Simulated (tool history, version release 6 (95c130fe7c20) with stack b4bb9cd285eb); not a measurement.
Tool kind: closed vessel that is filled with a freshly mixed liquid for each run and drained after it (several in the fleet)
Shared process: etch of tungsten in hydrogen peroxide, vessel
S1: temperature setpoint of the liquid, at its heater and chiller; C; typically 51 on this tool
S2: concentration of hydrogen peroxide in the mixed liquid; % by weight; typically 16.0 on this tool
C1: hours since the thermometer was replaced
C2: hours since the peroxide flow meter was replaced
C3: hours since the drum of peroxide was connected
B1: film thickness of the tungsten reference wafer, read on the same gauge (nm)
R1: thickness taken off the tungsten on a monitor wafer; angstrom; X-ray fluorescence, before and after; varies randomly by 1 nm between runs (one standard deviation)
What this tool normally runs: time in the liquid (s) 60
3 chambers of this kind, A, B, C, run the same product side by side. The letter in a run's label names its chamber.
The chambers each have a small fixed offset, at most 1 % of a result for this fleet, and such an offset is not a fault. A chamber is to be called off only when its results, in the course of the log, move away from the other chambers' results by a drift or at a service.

{"run": "1C", "hour": 3.8, "S1": 51, "S2": 16.0, "time in the liquid (s)": 60, "C1": 514.9, "C2": 291.4, "C3": 660.0, "B1": 149.97, "R1": 1394.2}
{"run": "2B", "hour": 7.8, "S1": 51, "S2": 16.0, "time in the liquid (s)": 60, "C1": 1313.0, "C2": 1132.1, "C3": 825.9, "B1": 150.01, "R1": 1387.9}
{"run": "3A", "hour": 10.8, "S1": 51, "S2": 16.0, "time in the liquid (s)": 60, "C1": 608.1, "C2": 1736.5, "C3": 379.6, "B1": 150.01, "R1": 1411.0}
{"run": "4B", "hour": 13.4, "S1": 51, "S2": 16.0, "time in the liquid (s)": 60, "C1": 1318.6, "C2": 1137.7, "C3": 831.5, "B1": 150.0, "R1": 1397.6}
{"run": "5A", "hour": 17.6, "S1": 51, "S2": 16.0, "time in the liquid (s)": 60, "C1": 614.9, "C2": 1743.3, "C3": 386.4, "B1": 149.98, "R1": 1405.8}
{"run": "6C", "hour": 20.2, "S1": 51, "S2": 16.0, "time in the liquid (s)": 60, "C1": 531.3, "C2": 307.8, "C3": 676.4, "B1": 149.99, "R1": 1385.7}
{"hour": 21.6, "done": "chamber C: new drum of peroxide connected"}
{"run": "7B", "hour": 22.6, "S1": 51, "S2": 16.0, "time in the liquid (s)": 60, "C1": 1327.8, "C2": 1146.9, "C3": 840.7, "B1": 149.99, "R1": 1399.3}
{"run": "8A", "hour": 25.0, "S1": 51, "S2": 16.0, "time in the liquid (s)": 60, "C1": 622.3, "C2": 1750.7, "C3": 393.8, "B1": 150.01, "R1": 1396.5}
{"run": "9C", "hour": 27.4, "S1": 51, "S2": 16.0, "time in the liquid (s)": 60, "C1": 538.5, "C2": 315.0, "C3": 5.8, "B1": 149.99, "R1": 1381.6}
{"run": "10C", "hour": 30.8, "S1": 51, "S2": 12.5, "time in the liquid (s)": 60, "C1": 541.9, "C2": 318.4, "C3": 9.2, "B1": 150.02, "R1": 1219.0}
{"run": "11B", "hour": 33.8, "S1": 51, "S2": 12.5, "time in the liquid (s)": 60, "C1": 1339.0, "C2": 1158.1, "C3": 851.9, "B1": 150.0, "R1": 1247.0}
{"run": "12A", "hour": 36.7, "S1": 51, "S2": 12.5, "time in the liquid (s)": 60, "C1": 634.0, "C2": 1762.4, "C3": 405.5, "B1": 150.01, "R1": 1258.3}
{"run": "13A", "hour": 41.0, "S1": 51, "S2": 20.5, "time in the liquid (s)": 60, "C1": 638.3, "C2": 1766.7, "C3": 409.8, "B1": 150.0, "R1": 1574.1}
{"run": "14B", "hour": 43.8, "S1": 51, "S2": 20.5, "time in the liquid (s)": 60, "C1": 1349.0, "C2": 1168.1, "C3": 861.9, "B1": 149.98, "R1": 1576.0}
{"run": "15C", "hour": 47.8, "S1": 51, "S2": 20.5, "time in the liquid (s)": 60, "C1": 558.9, "C2": 335.4, "C3": 26.2, "B1": 149.99, "R1": 1569.1}
{"run": "16C", "hour": 51.8, "S1": 51, "S2": 16.0, "time in the liquid (s)": 60, "C1": 562.9, "C2": 339.4, "C3": 30.2, "B1": 149.99, "R1": 1375.5}
{"run": "17A", "hour": 56.0, "S1": 51, "S2": 16.0, "time in the liquid (s)": 60, "C1": 653.3, "C2": 1781.7, "C3": 424.8, "B1": 150.02, "R1": 1354.3}
{"run": "18B", "hour": 58.7, "S1": 51, "S2": 16.0, "time in the liquid (s)": 30, "C1": 1363.9, "C2": 1183.0, "C3": 876.8, "B1": 150.0, "R1": 691.16}
{"run": "19A", "hour": 62.6, "S1": 51, "S2": 16.0, "time in the liquid (s)": 30, "C1": 659.9, "C2": 1788.3, "C3": 431.4, "B1": 149.98, "R1": 681.67}
{"run": "20B", "hour": 66.8, "S1": 51, "S2": 16.0, "time in the liquid (s)": 30, "C1": 1372.0, "C2": 1191.1, "C3": 884.9, "B1": 149.99, "R1": 693.82}
{"run": "21C", "hour": 69.4, "S1": 51, "S2": 16.0, "time in the liquid (s)": 60, "C1": 580.5, "C2": 357.0, "C3": 47.8, "B1": 149.99, "R1": 1388.8}
{"run": "22C", "hour": 73.1, "S1": 51, "S2": 16.0, "time in the liquid (s)": 60, "C1": 584.2, "C2": 360.7, "C3": 51.5, "B1": 149.98, "R1": 1405.4}
{"run": "23A", "hour": 75.4, "S1": 51, "S2": 16.0, "time in the liquid (s)": 60, "C1": 672.7, "C2": 1801.1, "C3": 444.2, "B1": 150.0, "R1": 1345.2}
{"run": "24B", "hour": 78.5, "S1": 51, "S2": 16.0, "time in the liquid (s)": 60, "C1": 1383.7, "C2": 1202.8, "C3": 896.6, "B1": 150.01, "R1": 1392.9}
{"run": "25C", "hour": 81.5, "S1": 51, "S2": 16.0, "time in the liquid (s)": 60, "C1": 592.6, "C2": 369.1, "C3": 59.9, "B1": 150.01, "R1": 1393.5}
{"run": "26B", "hour": 85.0, "S1": 51, "S2": 16.0, "time in the liquid (s)": 60, "C1": 1390.2, "C2": 1209.3, "C3": 903.1, "B1": 150.01, "R1": 1420.1}
{"run": "27A", "hour": 87.2, "S1": 51, "S2": 16.0, "time in the liquid (s)": 60, "C1": 684.5, "C2": 1812.9, "C3": 456.0, "B1": 150.0, "R1": 1311.5}
{"run": "28B", "hour": 89.9, "S1": 51, "S2": 16.0, "time in the liquid (s)": 60, "C1": 1395.1, "C2": 1214.2, "C3": 908.0, "B1": 149.98, "R1": 1413.6}
{"run": "29A", "hour": 94.2, "S1": 51, "S2": 16.0, "time in the liquid (s)": 60, "C1": 691.5, "C2": 1819.9, "C3": 463.0, "B1": 149.98, "R1": 1281.5}
{"run": "30C", "hour": 96.7, "S1": 51, "S2": 16.0, "time in the liquid (s)": 60, "C1": 607.8, "C2": 384.3, "C3": 75.1, "B1": 150.0, "R1": 1379.4}
{"run": "31B", "hour": 100.0, "S1": 51, "S2": 19.0, "time in the liquid (s)": 45, "C1": 1405.2, "C2": 1224.3, "C3": 918.1, "B1": 149.99, "R1": 1141.8}
{"run": "32C", "hour": 103.7, "S1": 51, "S2": 19.0, "time in the liquid (s)": 45, "C1": 614.8, "C2": 391.3, "C3": 82.1, "B1": 150.01, "R1": 1127.1}

For the next run the whole fleet of 3 chambers uses the same settings. Give each chamber's results:
{"run": "33A", "hour": 106.9, "S1": 45, "S2": 16.0, "time in the liquid (s)": 60, "R1": "?"}
{"run": "33B", "hour": 106.9, "S1": 45, "S2": 16.0, "time in the liquid (s)": 60, "R1": "?"}
{"run": "33C", "hour": 106.9, "S1": 45, "S2": 16.0, "time in the liquid (s)": 60, "R1": "?"}

run=33A R1=873.66
run=33B R1=974.66
run=33C R1=952.99

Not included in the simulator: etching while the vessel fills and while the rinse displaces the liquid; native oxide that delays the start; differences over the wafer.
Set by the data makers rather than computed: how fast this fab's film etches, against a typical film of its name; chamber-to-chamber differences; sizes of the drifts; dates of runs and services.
